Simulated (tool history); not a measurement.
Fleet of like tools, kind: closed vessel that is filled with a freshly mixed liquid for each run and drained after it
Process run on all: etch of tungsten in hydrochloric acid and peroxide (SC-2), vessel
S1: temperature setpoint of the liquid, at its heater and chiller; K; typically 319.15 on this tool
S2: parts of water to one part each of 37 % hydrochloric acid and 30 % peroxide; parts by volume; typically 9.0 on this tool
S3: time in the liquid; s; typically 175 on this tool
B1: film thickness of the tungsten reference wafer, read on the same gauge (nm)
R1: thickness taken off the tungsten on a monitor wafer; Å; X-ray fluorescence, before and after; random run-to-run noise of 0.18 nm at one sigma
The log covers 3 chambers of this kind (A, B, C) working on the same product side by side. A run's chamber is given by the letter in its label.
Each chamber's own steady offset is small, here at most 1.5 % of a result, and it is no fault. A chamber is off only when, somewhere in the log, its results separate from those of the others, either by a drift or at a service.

run   hour      S1   S2   S3      B1      R1
 1B   14.4  319.15  9.0  175  110.01  282.20
 2A   26.3  319.15  9.0  175  110.00  284.81
      29.2  -- chamber B: new drum of peroxide connected
 3C   36.2  319.15  9.0  175  110.01  284.57
 4A   46.2  319.15  9.0  175  110.02  290.07
 5B   59.3  319.15  9.0  175  110.02  280.74
      60.7  -- chamber C: thermometer replaced
      68.0  -- chamber A: chemicals flow meter replaced
 6C   71.5  319.15  9.0  175  110.01  285.75
      78.5  -- chamber A: thermometer replaced
 7B   85.5  319.15  9.0  175  110.01  283.16
 8C   96.8  328.15  9.0  175  109.99  519.45
      98.8  -- chamber B: chemicals flow meter replaced
 9A  103.5  328.15  9.0  175  110.01  527.72
10C  113.7  328.15  9.0  175  110.02  517.48
11A  126.7  319.15  9.0  175  110.00  288.56
12B  141.5  319.15  9.0  175  110.01  284.23
13C  149.9  319.15  9.0  175  110.02  288.85
14A  164.5  319.15  9.0  175  109.99  283.91
15B  174.9  319.15  9.0  175  110.01  284.04
16C  185.9  319.15  9.0  175  109.98  282.70
17A  199.1  319.15  9.0  175  110.01  288.52
18B  211.3  319.15  9.0  175  109.99  283.95
19A  225.0  319.15  9.0  175  109.98  283.61
20C  239.0  312.15  6.5  175  110.02  226.87
21B  251.4  312.15  6.5  175  110.02  225.52
     251.5  -- chamber C: chemicals flow meter replaced
22C  261.8  312.15  6.5  175  110.02  226.75
23B  274.0  319.15  9.0  175  110.00  282.60
24A  280.8  319.15  9.0  175  110.01  286.36
25A  292.3  319.15  9.0  175  110.01  283.96
26B  301.6  319.15  9.0  175  110.01  285.85
27C  310.3  319.15  9.0  175  110.01  286.79
28A  324.0  319.15  9.0  230  110.00  380.55
29C  332.2  319.15  9.0  230  109.99  372.04
30B  346.3  319.15  9.0  230  110.00  375.28
31C  361.1  319.15  9.0  175  109.99  286.69
32A  368.7  319.15  9.0  225  109.99  370.79
33B  378.0  319.15  9.0  225  109.98  363.59
34C  389.3  319.15  9.0  225  110.00  363.55

Next, all 3 chambers run the settings below, one line each with question marks for the results. What does each chamber give?
35A  400.2  319.15  9.0  175       ?
35B  400.2  319.15  9.0  175       ?
35C  400.2  319.15  9.0  175       ?

run      R1
35A  287.50
35B  279.30
35C  285.71

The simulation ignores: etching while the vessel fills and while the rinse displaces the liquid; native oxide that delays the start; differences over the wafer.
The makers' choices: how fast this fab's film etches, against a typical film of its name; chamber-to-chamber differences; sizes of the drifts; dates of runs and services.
